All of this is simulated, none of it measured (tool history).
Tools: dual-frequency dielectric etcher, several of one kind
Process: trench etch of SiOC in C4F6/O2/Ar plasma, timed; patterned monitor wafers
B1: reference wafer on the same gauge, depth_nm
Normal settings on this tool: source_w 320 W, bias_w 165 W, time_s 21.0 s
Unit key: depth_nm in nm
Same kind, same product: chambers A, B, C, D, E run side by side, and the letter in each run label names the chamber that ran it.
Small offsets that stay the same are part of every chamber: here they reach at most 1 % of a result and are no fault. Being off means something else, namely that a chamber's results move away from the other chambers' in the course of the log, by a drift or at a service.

run 1E hour=6.0 | source_w=320 bias_w=165 time_s=21.0 | B1=46.063 | depth_nm=39.078
run 2A hour=13.8 | source_w=320 bias_w=165 time_s=21.0 | B1=46.072 | depth_nm=38.727
run 3D hour=20.8 | source_w=320 bias_w=165 time_s=21.0 | B1=46.063 | depth_nm=38.810
-- hour=21.3 chamber E: wet clean of the chamber
run 4B hour=24.8 | source_w=320 bias_w=165 time_s=21.0 | B1=46.121 | depth_nm=38.598
run 5C hour=28.6 | source_w=320 bias_w=130 time_s=25.5 | B1=46.091 | depth_nm=44.275
run 6E hour=34.6 | source_w=320 bias_w=130 time_s=25.5 | B1=46.078 | depth_nm=44.158
run 7D hour=38.7 | source_w=320 bias_w=130 time_s=25.5 | B1=46.100 | depth_nm=43.709
run 8B hour=45.8 | source_w=320 bias_w=130 time_s=25.5 | B1=46.054 | depth_nm=43.315
run 9A hour=52.0 | source_w=320 bias_w=130 time_s=25.5 | B1=46.110 | depth_nm=43.656
run 10C hour=55.9 | source_w=320 bias_w=165 time_s=21.0 | B1=46.113 | depth_nm=39.119
run 11C hour=61.3 | source_w=320 bias_w=165 time_s=21.0 | B1=46.117 | depth_nm=39.342
run 12B hour=68.0 | source_w=320 bias_w=165 time_s=21.0 | B1=46.068 | depth_nm=38.691
run 13A hour=74.1 | source_w=320 bias_w=165 time_s=21.0 | B1=46.124 | depth_nm=38.502
run 14D hour=77.7 | source_w=320 bias_w=165 time_s=21.0 | B1=46.119 | depth_nm=38.796
run 15E hour=85.5 | source_w=320 bias_w=165 time_s=21.0 | B1=46.161 | depth_nm=39.009
run 16C hour=93.9 | source_w=320 bias_w=165 time_s=21.0 | B1=46.090 | depth_nm=39.147
run 17A hour=101.6 | source_w=320 bias_w=165 time_s=21.0 | B1=46.053 | depth_nm=38.682
run 18D hour=108.3 | source_w=320 bias_w=165 time_s=21.0 | B1=46.080 | depth_nm=38.953
run 19E hour=113.7 | source_w=320 bias_w=165 time_s=21.0 | B1=46.111 | depth_nm=38.833
run 20B hour=121.9 | source_w=320 bias_w=165 time_s=21.0 | B1=46.075 | depth_nm=38.631
run 21C hour=128.5 | source_w=320 bias_w=165 time_s=21.0 | B1=46.139 | depth_nm=39.212
run 22B hour=132.6 | source_w=320 bias_w=165 time_s=21.0 | B1=46.113 | depth_nm=38.781
run 23A hour=136.9 | source_w=320 bias_w=165 time_s=21.0 | B1=46.107 | depth_nm=38.965
run 24D hour=145.3 | source_w=320 bias_w=165 time_s=21.0 | B1=46.110 | depth_nm=38.801
run 25E hour=152.8 | source_w=320 bias_w=165 time_s=21.0 | B1=46.072 | depth_nm=38.899
run 26D hour=160.5 | source_w=320 bias_w=165 time_s=21.0 | B1=46.129 | depth_nm=38.922
run 27A hour=165.6 | source_w=320 bias_w=165 time_s=21.0 | B1=46.140 | depth_nm=38.556
-- hour=166.4 chamber C: wet clean of the chamber
run 28E hour=172.0 | source_w=320 bias_w=165 time_s=21.0 | B1=46.068 | depth_nm=38.888
run 29C hour=176.4 | source_w=320 bias_w=165 time_s=21.0 | B1=46.147 | depth_nm=38.767
run 30B hour=183.3 | source_w=320 bias_w=165 time_s=21.0 | B1=46.166 | depth_nm=38.459

The same settings go to every chamber for the next run, one line per chamber below. Forecast the results for each:
run 31A hour=189.3 | source_w=320 bias_w=165 time_s=21.0 | depth_nm=?
run 31B hour=189.3 | source_w=320 bias_w=165 time_s=21.0 | depth_nm=?
run 31C hour=189.3 | source_w=320 bias_w=165 time_s=21.0 | depth_nm=?
run 31D hour=189.3 | source_w=320 bias_w=165 time_s=21.0 | depth_nm=?
run 31E hour=189.3 | source_w=320 bias_w=165 time_s=21.0 | depth_nm=?

run=31A depth_nm=38.994
run=31B depth_nm=39.039
run=31C depth_nm=39.227
run=31D depth_nm=38.887
run=31E depth_nm=38.774
